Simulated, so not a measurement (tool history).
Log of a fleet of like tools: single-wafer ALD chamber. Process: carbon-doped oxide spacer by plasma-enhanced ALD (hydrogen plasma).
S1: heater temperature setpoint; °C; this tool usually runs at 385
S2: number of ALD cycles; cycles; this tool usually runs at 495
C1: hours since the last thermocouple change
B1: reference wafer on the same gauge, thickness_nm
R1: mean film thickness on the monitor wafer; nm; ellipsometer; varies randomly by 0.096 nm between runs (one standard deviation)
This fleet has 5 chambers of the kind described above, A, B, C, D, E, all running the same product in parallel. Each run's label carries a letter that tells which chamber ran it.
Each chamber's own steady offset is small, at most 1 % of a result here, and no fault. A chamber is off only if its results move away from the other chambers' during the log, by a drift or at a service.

run	hour	S1	S2	C1	B1	R1
1E	3.8	385	495	589.1	20.716	24.88
2C	9.6	385	495	2135.5	20.678	24.418
3A	14.4	385	495	1307.3	20.683	24.598
4D	18.6	385	495	347.3	20.717	24.997
5B	21.5	385	495	1042.7	20.703	24.62
6D	27.4	385	495	356.1	20.709	24.886
7A	31.5	385	495	1324.4	20.72	24.42
8E	35.5	385	495	620.8	20.715	24.899
9C	40.6	385	495	2166.5	20.698	24.592
10B	43.4	385	495	1064.6	20.706	24.779
11E	48.9	385	495	634.2	20.709	24.787
12C	55.3	385	495	2181.2	20.702	24.62
13A	58.8	385	495	1351.7	20.682	24.497
14B	64	385	495	1085.2	20.698	24.702
15D	68.1	385	495	396.8	20.72	24.786
16B	73.2	385	495	1094.4	20.704	24.941
17D	76.1	385	495	404.8	20.711	24.742
18C	82.1	385	495	2208	20.689	24.73
19E	86.1	385	495	671.4	20.703	24.613
20A	90.2	385	495	1383.1	20.687	24.643
21D	96	385	495	424.7	20.687	24.85
22A	100	373	587	1392.9	20.719	29.099
23E	103.2	373	587	688.5	20.68	29.541
24B	107.7	373	587	1128.9	20.695	29.197
25C	111.9	373	587	2237.8	20.688	29.006
26E	116.7	373	587	702	20.691	29.449
27B	120.5	385	495	1141.7	20.682	24.884
28D	124.3	385	495	453	20.703	24.682
29A	128.9	385	495	1421.8	20.688	24.694
30C	132.4	385	495	2258.3	20.691	24.582
31E	137.3	385	495	722.6	20.723	24.943
32D	140.6	385	495	469.3	20.701	24.881
33A	143.4	385	495	1436.3	20.704	24.549
34B	148.3	385	495	1169.5	20.701	24.958
35C	152.5	385	495	2278.4	20.7	24.582
36E	156.1	385	495	741.4	20.704	24.928
37A	161	385	495	1453.9	20.682	24.527
38C	164.1	385	495	2290	20.68	24.592

Has any chamber moved away from the others, gradually or after a service, or does the common gauge drift, or do the chambers differ only by their own small steady offsets? State the chamber and the most likely cause if one applies.

The fleet is healthy, with each chamber sitting at its usual small offset and no drift in the gauge.

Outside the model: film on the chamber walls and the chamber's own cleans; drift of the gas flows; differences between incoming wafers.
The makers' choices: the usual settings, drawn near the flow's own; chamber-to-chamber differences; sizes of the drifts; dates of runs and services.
